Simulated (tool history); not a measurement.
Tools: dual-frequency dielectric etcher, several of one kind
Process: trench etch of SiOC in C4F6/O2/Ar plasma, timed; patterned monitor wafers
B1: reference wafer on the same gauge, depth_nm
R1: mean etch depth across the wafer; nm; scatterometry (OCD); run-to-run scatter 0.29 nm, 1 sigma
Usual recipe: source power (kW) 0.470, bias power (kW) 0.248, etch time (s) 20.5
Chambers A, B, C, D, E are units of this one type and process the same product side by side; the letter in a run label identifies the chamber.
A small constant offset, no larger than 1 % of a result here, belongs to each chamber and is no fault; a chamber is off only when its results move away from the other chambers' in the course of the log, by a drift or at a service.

run 1C hour=2.0 | source_power_(kW)=0.470 bias_power_(kW)=0.248 etch_time_(s)=20.5 | B1=55.706 | R1=50.154
run 2B hour=3.9 | source_power_(kW)=0.470 bias_power_(kW)=0.248 etch_time_(s)=20.5 | B1=55.757 | R1=50.955
run 3D hour=5.9 | source_power_(kW)=0.470 bias_power_(kW)=0.248 etch_time_(s)=20.5 | B1=55.772 | R1=50.663
run 4A hour=9.0 | source_power_(kW)=0.470 bias_power_(kW)=0.248 etch_time_(s)=20.5 | B1=55.718 | R1=50.480
run 5E hour=11.1 | source_power_(kW)=0.470 bias_power_(kW)=0.248 etch_time_(s)=20.5 | B1=55.713 | R1=50.076
run 6C hour=14.0 | source_power_(kW)=0.470 bias_power_(kW)=0.248 etch_time_(s)=20.5 | B1=55.704 | R1=50.135
run 7A hour=16.3 | source_power_(kW)=0.470 bias_power_(kW)=0.248 etch_time_(s)=20.5 | B1=55.712 | R1=50.321
run 8D hour=19.4 | source_power_(kW)=0.470 bias_power_(kW)=0.248 etch_time_(s)=20.5 | B1=55.706 | R1=50.978
run 9B hour=22.4 | source_power_(kW)=0.470 bias_power_(kW)=0.248 etch_time_(s)=20.5 | B1=55.797 | R1=51.069
run 10E hour=24.8 | source_power_(kW)=0.470 bias_power_(kW)=0.248 etch_time_(s)=20.5 | B1=55.733 | R1=50.005
run 11E hour=28.3 | source_power_(kW)=0.400 bias_power_(kW)=0.248 etch_time_(s)=20.5 | B1=55.654 | R1=47.054
run 12B hour=30.3 | source_power_(kW)=0.400 bias_power_(kW)=0.248 etch_time_(s)=20.5 | B1=55.640 | R1=47.546
run 13D hour=32.8 | source_power_(kW)=0.400 bias_power_(kW)=0.248 etch_time_(s)=20.5 | B1=55.726 | R1=47.705
run 14C hour=35.3 | source_power_(kW)=0.400 bias_power_(kW)=0.248 etch_time_(s)=20.5 | B1=55.713 | R1=47.069
run 15A hour=38.7 | source_power_(kW)=0.400 bias_power_(kW)=0.248 etch_time_(s)=20.5 | B1=55.730 | R1=47.662
run 16C hour=42.9 | source_power_(kW)=0.470 bias_power_(kW)=0.248 etch_time_(s)=20.5 | B1=55.694 | R1=50.763
run 17D hour=47.3 | source_power_(kW)=0.470 bias_power_(kW)=0.248 etch_time_(s)=20.5 | B1=55.700 | R1=50.837
run 18E hour=49.6 | source_power_(kW)=0.470 bias_power_(kW)=0.248 etch_time_(s)=20.5 | B1=55.738 | R1=50.507
run 19B hour=53.0 | source_power_(kW)=0.470 bias_power_(kW)=0.248 etch_time_(s)=20.5 | B1=55.794 | R1=50.532
run 20A hour=56.5 | source_power_(kW)=0.470 bias_power_(kW)=0.248 etch_time_(s)=20.5 | B1=55.670 | R1=50.742
-- hour=58.7 chamber C: wet clean of the chamber
run 21B hour=59.8 | source_power_(kW)=0.470 bias_power_(kW)=0.248 etch_time_(s)=25.0 | B1=55.749 | R1=62.115
run 22A hour=61.8 | source_power_(kW)=0.470 bias_power_(kW)=0.248 etch_time_(s)=25.0 | B1=55.639 | R1=61.695
run 23C hour=64.0 | source_power_(kW)=0.470 bias_power_(kW)=0.248 etch_time_(s)=25.0 | B1=55.696 | R1=60.736
run 24E hour=66.3 | source_power_(kW)=0.470 bias_power_(kW)=0.248 etch_time_(s)=25.0 | B1=55.641 | R1=61.764
run 25D hour=68.9 | source_power_(kW)=0.470 bias_power_(kW)=0.248 etch_time_(s)=25.0 | B1=55.722 | R1=62.060
run 26C hour=71.6 | source_power_(kW)=0.470 bias_power_(kW)=0.248 etch_time_(s)=20.5 | B1=55.690 | R1=50.166
run 27E hour=73.6 | source_power_(kW)=0.470 bias_power_(kW)=0.248 etch_time_(s)=15.0 | B1=55.629 | R1=36.318
run 28D hour=77.8 | source_power_(kW)=0.470 bias_power_(kW)=0.248 etch_time_(s)=15.0 | B1=55.746 | R1=37.205
run 29B hour=80.1 | source_power_(kW)=0.470 bias_power_(kW)=0.248 etch_time_(s)=15.0 | B1=55.661 | R1=37.071
run 30A hour=83.6 | source_power_(kW)=0.470 bias_power_(kW)=0.248 etch_time_(s)=15.0 | B1=55.667 | R1=37.180
run 31E hour=87.3 | source_power_(kW)=0.470 bias_power_(kW)=0.248 etch_time_(s)=15.0 | B1=55.709 | R1=36.800
run 32D hour=90.3 | source_power_(kW)=0.470 bias_power_(kW)=0.248 etch_time_(s)=20.5 | B1=55.672 | R1=51.073
run 33A hour=93.0 | source_power_(kW)=0.470 bias_power_(kW)=0.248 etch_time_(s)=20.5 | B1=55.732 | R1=51.004
run 34B hour=96.0 | source_power_(kW)=0.470 bias_power_(kW)=0.248 etch_time_(s)=20.5 | B1=55.808 | R1=50.873
-- hour=96.9 chamber C: source power generator calibrated
run 35C hour=100.5 | source_power_(kW)=0.470 bias_power_(kW)=0.248 etch_time_(s)=20.5 | B1=55.668 | R1=50.307
run 36C hour=103.1 | source_power_(kW)=0.570 bias_power_(kW)=0.287 etch_time_(s)=20.5 | B1=55.699 | R1=56.711
run 37E hour=106.4 | source_power_(kW)=0.570 bias_power_(kW)=0.287 etch_time_(s)=20.5 | B1=55.761 | R1=56.747
run 38D hour=110.0 | source_power_(kW)=0.570 bias_power_(kW)=0.287 etch_time_(s)=20.5 | B1=55.724 | R1=56.500
run 39B hour=113.2 | source_power_(kW)=0.570 bias_power_(kW)=0.287 etch_time_(s)=20.5 | B1=55.764 | R1=56.606
run 40A hour=115.9 | source_power_(kW)=0.570 bias_power_(kW)=0.287 etch_time_(s)=20.5 | B1=55.614 | R1=57.669
run 41A hour=117.9 | source_power_(kW)=0.470 bias_power_(kW)=0.248 etch_time_(s)=20.5 | B1=55.641 | R1=50.339

All 5 chambers run these settings next. Forecast each chamber's results:
run 42A hour=121.1 | source_power_(kW)=0.470 bias_power_(kW)=0.248 etch_time_(s)=20.5 | R1=?
run 42B hour=121.1 | source_power_(kW)=0.470 bias_power_(kW)=0.248 etch_time_(s)=20.5 | R1=?
run 42C hour=121.1 | source_power_(kW)=0.470 bias_power_(kW)=0.248 etch_time_(s)=20.5 | R1=?
run 42D hour=121.1 | source_power_(kW)=0.470 bias_power_(kW)=0.248 etch_time_(s)=20.5 | R1=?
run 42E hour=121.1 | source_power_(kW)=0.470 bias_power_(kW)=0.248 etch_time_(s)=20.5 | R1=?

run=42A R1=51.150
run=42B R1=50.604
run=42C R1=50.794
run=42D R1=50.641
run=42E R1=50.293
